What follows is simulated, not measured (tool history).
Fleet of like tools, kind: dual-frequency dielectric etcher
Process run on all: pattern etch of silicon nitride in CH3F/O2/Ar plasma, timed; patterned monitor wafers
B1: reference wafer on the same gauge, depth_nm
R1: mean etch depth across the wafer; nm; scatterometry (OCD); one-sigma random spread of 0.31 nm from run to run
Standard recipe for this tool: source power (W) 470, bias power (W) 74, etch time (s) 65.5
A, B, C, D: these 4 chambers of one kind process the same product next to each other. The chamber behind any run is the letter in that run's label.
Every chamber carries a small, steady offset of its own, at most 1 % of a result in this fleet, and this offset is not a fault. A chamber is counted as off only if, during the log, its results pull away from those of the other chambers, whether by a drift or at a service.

run 1C hour=2.7 | source_power_(W)=470 bias_power_(W)=74 etch_time_(s)=65.5 | B1=40.311 | R1=49.671
run 2D hour=6 | source_power_(W)=470 bias_power_(W)=74 etch_time_(s)=65.5 | B1=40.327 | R1=48.695
run 3A hour=11.8 | source_power_(W)=470 bias_power_(W)=74 etch_time_(s)=65.5 | B1=40.281 | R1=49.248
run 4B hour=17.4 | source_power_(W)=470 bias_power_(W)=74 etch_time_(s)=65.5 | B1=40.244 | R1=49.403
run 5C hour=22 | source_power_(W)=400 bias_power_(W)=74 etch_time_(s)=59 | B1=40.351 | R1=42.261
-- hour=24 chamber A: source power generator calibrated
run 6A hour=26.9 | source_power_(W)=400 bias_power_(W)=74 etch_time_(s)=59 | B1=40.323 | R1=42.109
run 7B hour=32 | source_power_(W)=400 bias_power_(W)=74 etch_time_(s)=59 | B1=40.314 | R1=41.57
run 8D hour=37 | source_power_(W)=400 bias_power_(W)=74 etch_time_(s)=59 | B1=40.247 | R1=41.516
run 9C hour=41.6 | source_power_(W)=470 bias_power_(W)=74 etch_time_(s)=65.5 | B1=40.326 | R1=49.199
run 10D hour=46.8 | source_power_(W)=470 bias_power_(W)=74 etch_time_(s)=65.5 | B1=40.257 | R1=49.062
run 11A hour=50.9 | source_power_(W)=470 bias_power_(W)=74 etch_time_(s)=65.5 | B1=40.346 | R1=49.398
run 12B hour=54.3 | source_power_(W)=470 bias_power_(W)=74 etch_time_(s)=65.5 | B1=40.373 | R1=48.782
run 13A hour=60.4 | source_power_(W)=470 bias_power_(W)=74 etch_time_(s)=65.5 | B1=40.304 | R1=49.666
run 14D hour=63.9 | source_power_(W)=470 bias_power_(W)=74 etch_time_(s)=65.5 | B1=40.262 | R1=49.076
run 15C hour=67.3 | source_power_(W)=470 bias_power_(W)=74 etch_time_(s)=65.5 | B1=40.301 | R1=49.399
run 16B hour=72 | source_power_(W)=470 bias_power_(W)=74 etch_time_(s)=65.5 | B1=40.332 | R1=49.273
run 17B hour=76.2 | source_power_(W)=470 bias_power_(W)=74 etch_time_(s)=65.5 | B1=40.287 | R1=49.124
run 18C hour=81.9 | source_power_(W)=560 bias_power_(W)=69 etch_time_(s)=65.5 | B1=40.339 | R1=51.287
-- hour=83.4 chamber C: wet clean of the chamber
run 19A hour=86.4 | source_power_(W)=560 bias_power_(W)=69 etch_time_(s)=65.5 | B1=40.355 | R1=51.665
run 20D hour=90.7 | source_power_(W)=560 bias_power_(W)=69 etch_time_(s)=65.5 | B1=40.226 | R1=51.218
run 21A hour=95.4 | source_power_(W)=560 bias_power_(W)=69 etch_time_(s)=65.5 | B1=40.298 | R1=51.707
run 22C hour=100 | source_power_(W)=470 bias_power_(W)=60 etch_time_(s)=65.5 | B1=40.272 | R1=45.96
run 23D hour=104.7 | source_power_(W)=470 bias_power_(W)=60 etch_time_(s)=65.5 | B1=40.28 | R1=45.76
run 24B hour=109.6 | source_power_(W)=470 bias_power_(W)=60 etch_time_(s)=65.5 | B1=40.337 | R1=46.378
run 25C hour=112.3 | source_power_(W)=470 bias_power_(W)=60 etch_time_(s)=65.5 | B1=40.323 | R1=46.406
run 26A hour=116.9 | source_power_(W)=470 bias_power_(W)=74 etch_time_(s)=65.5 | B1=40.268 | R1=49.273
run 27D hour=120.3 | source_power_(W)=470 bias_power_(W)=74 etch_time_(s)=65.5 | B1=40.287 | R1=49.081
run 28B hour=126.2 | source_power_(W)=530 bias_power_(W)=74 etch_time_(s)=81.5 | B1=40.28 | R1=64.133

The same settings go to every chamber for the next run, one line per chamber below. Forecast the results for each:
run 29A hour=130.6 | source_power_(W)=470 bias_power_(W)=66 etch_time_(s)=65.5 | R1=?
run 29B hour=130.6 | source_power_(W)=470 bias_power_(W)=66 etch_time_(s)=65.5 | R1=?
run 29C hour=130.6 | source_power_(W)=470 bias_power_(W)=66 etch_time_(s)=65.5 | R1=?
run 29D hour=130.6 | source_power_(W)=470 bias_power_(W)=66 etch_time_(s)=65.5 | R1=?

run=29A R1=47.853
run=29B R1=47.475
run=29C R1=47.465
run=29D R1=46.589
